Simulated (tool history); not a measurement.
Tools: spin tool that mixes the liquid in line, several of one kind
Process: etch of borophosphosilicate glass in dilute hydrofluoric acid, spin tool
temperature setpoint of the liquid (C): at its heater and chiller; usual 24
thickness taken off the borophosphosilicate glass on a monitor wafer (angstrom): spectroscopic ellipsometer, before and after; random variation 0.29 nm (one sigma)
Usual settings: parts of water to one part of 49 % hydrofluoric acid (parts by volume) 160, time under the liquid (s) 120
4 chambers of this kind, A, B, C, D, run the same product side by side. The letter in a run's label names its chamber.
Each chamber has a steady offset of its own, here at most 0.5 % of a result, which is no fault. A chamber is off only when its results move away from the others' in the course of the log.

| run | hour | temperature setpoint of the liquid (C) | parts of water to one part of 49 % hydrofluoric acid (parts by volume) | time under the liquid (s) | read-back film thickness of the borophosphosilicate glass reference wafer, read on the same gauge (nm) | thickness taken off the borophosphosilicate glass on a monitor wafer (angstrom) |
|---|---|---|---|---|---|---|
| 1D | 15.4 | 24 | 160 | 120 | 79.991 | 383.35 |
| 2C | 28.4 | 24 | 160 | 120 | 80.004 | 377.22 |
| 3A | 38.5 | 24 | 160 | 120 | 80.022 | 379.4 |
| 4B | 50.2 | 24 | 160 | 120 | 80.025 | 379.12 |
| 5A | 63.8 | 24 | 160 | 120 | 79.966 | 379.66 |
| 6C | 78.2 | 24 | 160 | 120 | 79.988 | 376.25 |
| 7D | 93 | 24 | 85 | 120 | 79.994 | 783.44 |
| 8B | 104.9 | 24 | 85 | 120 | 79.99 | 775.94 |
| 9B | 118 | 24 | 85 | 120 | 80.01 | 792.46 |
| 10C | 133.3 | 24 | 85 | 120 | 80.011 | 776.98 |
| 11D | 148.8 | 24 | 160 | 120 | 80.014 | 378.3 |
| 12A | 160.7 | 24 | 160 | 120 | 79.997 | 381.49 |
| 13D | 169 | 24 | 160 | 120 | 80.008 | 385.24 |
| 14A | 177.7 | 24 | 160 | 180 | 80.029 | 572.3 |
|  | 180.7 | chamber C: hydrofluoric acid flow meter replaced |
| 15C | 186.6 | 24 | 160 | 180 | 79.983 | 580.53 |
| 16B | 198.8 | 24 | 160 | 180 | 80.009 | 594.75 |
| 17C | 213.8 | 24 | 160 | 180 | 79.992 | 569.04 |
| 18B | 221.8 | 24 | 160 | 120 | 80.016 | 396.77 |
| 19A | 229.7 | 24 | 160 | 120 | 79.977 | 383.14 |
| 20D | 245.2 | 24 | 160 | 120 | 79.969 | 376.11 |
| 21A | 254 | 24 | 160 | 120 | 79.987 | 380.97 |
| 22D | 262.5 | 24 | 160 | 120 | 79.983 | 381.77 |
| 23B | 277.6 | 24 | 160 | 120 | 80.024 | 400.4 |
| 24C | 290.9 | 27.5 | 160 | 50 | 79.976 | 178.87 |
| 25D | 300.9 | 27.5 | 160 | 50 | 80.011 | 181.89 |
| 26C | 315.4 | 27.5 | 160 | 50 | 80.003 | 181.6 |

Next, every chamber runs the same settings. What will each give?
| 27A | 326.6 | 26 | 160 | 120 |  | ? |
| 27B | 326.6 | 26 | 160 | 120 |  | ? |
| 27C | 326.6 | 26 | 160 | 120 |  | ? |
| 27D | 326.6 | 26 | 160 | 120 |  | ? |

| run | thickness taken off the borophosphosilicate glass on a monitor wafer (angstrom) |
|---|---|
| 27A | 413.37 |
| 27B | 442.33 |
| 27C | 411.11 |
| 27D | 406.65 |
